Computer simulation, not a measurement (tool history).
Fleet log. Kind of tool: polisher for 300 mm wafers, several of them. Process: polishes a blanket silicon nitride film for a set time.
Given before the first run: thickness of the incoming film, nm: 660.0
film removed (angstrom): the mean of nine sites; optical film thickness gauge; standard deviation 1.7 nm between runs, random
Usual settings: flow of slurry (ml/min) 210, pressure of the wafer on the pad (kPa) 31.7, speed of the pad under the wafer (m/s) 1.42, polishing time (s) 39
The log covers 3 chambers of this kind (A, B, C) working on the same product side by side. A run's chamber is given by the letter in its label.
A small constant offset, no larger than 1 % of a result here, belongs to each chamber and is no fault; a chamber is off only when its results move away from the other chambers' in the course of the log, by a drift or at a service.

run,hour,flow of slurry (ml/min),pressure of the wafer on the pad (kPa),speed of the pad under the wafer (m/s),polishing time (s),film removed (angstrom)
1C,10.3,210,31.7,1.42,39,1388.6
2B,19.1,210,31.7,1.42,39,1412.3
3A,27.5,210,31.7,1.42,39,1415.1
4A,33.7,210,31.7,1.42,39,1391.2
5C,41.5,210,31.7,1.42,39,1390.6
# hour 41.9: chamber A: worn pad replaced by a new one
6B,54.1,210,31.7,1.16,39,1215.8
# hour 62.2: chamber C: head pressure recalibrated
7B,62.3,210,31.7,1.16,39,1154.1
8C,71.6,210,31.7,1.16,39,1155.1
9A,82.7,210,31.7,1.42,39,1403.9
10C,91.9,210,31.7,1.42,39,1410.6
# hour 97.4: chamber C: worn pad replaced by a new one
11B,98.8,210,31.7,1.42,39,1406.7
12A,107.5,210,31.7,1.42,39,1385.4
13B,115.1,210,31.7,1.42,39,1367.2
14A,123.4,210,31.7,1.42,39,1383.7
15C,132.9,210,31.7,1.42,39,1363.5
16B,139.2,210,31.7,1.42,39,1351.6
17C,151.5,210,31.7,1.42,39,1392.3
18A,157.8,210,39.3,1.42,39,1704.5
# hour 160.4: chamber A: worn pad replaced by a new one
19B,170.8,210,39.3,1.42,39,1658.3
20C,181.5,210,39.3,1.42,39,1743.4
21A,189.4,210,31.7,1.42,39,1389.0
# hour 190.0: chamber C: worn pad replaced by a new one
22A,196.3,210,31.7,1.42,39,1375.2
# hour 201.1: chamber B: head pressure recalibrated
23B,206.5,210,31.7,1.42,39,1310.1
24C,216.9,210,31.7,1.42,39,1358.2
25B,225.1,210,31.7,1.42,39,1314.2
26A,232.1,240,31.7,1.70,39,1642.6
27C,239.9,240,31.7,1.70,39,1610.2
28A,247.3,240,31.7,1.70,39,1650.1
29B,260.2,210,31.7,1.42,39,1253.5

Is one chamber out of step, is the gauge drifting, or do the chambers differ by no more than their own small offsets? For an off chamber, give its letter and the likeliest cause.

Chamber B drifts away from the others.
Likeliest cause: removal rate lost through wear of the pad, % = 7.83.
It could be hard to tell apart here from: slurry flow missing at the pad, %.

Which of the 4 candidates below, each the usual settings with something changed and its results left as question marks, puts chamber B back in line with what the other chambers give on the usual settings?
Counts as in line when no further than this from what the other chambers average on the usual settings: film removed (angstrom) 59.0
30B-1,269.9,210,31.7,1.58,39,?
30B-2,269.9,210,29.0,1.42,36,?
30B-3,269.9,210,30.3,1.36,39,?
30B-4,269.9,210,37.2,1.42,39,?

Average result of the remaining chambers running the usual settings: film removed (angstrom) 1392.5
run,film removed (angstrom)
30B-1,1395.8
30B-2,1079.5
30B-3,1183.0
30B-4,1502.4
The right change is 30B-1: it brings the chamber back within the allowed miss of the others.
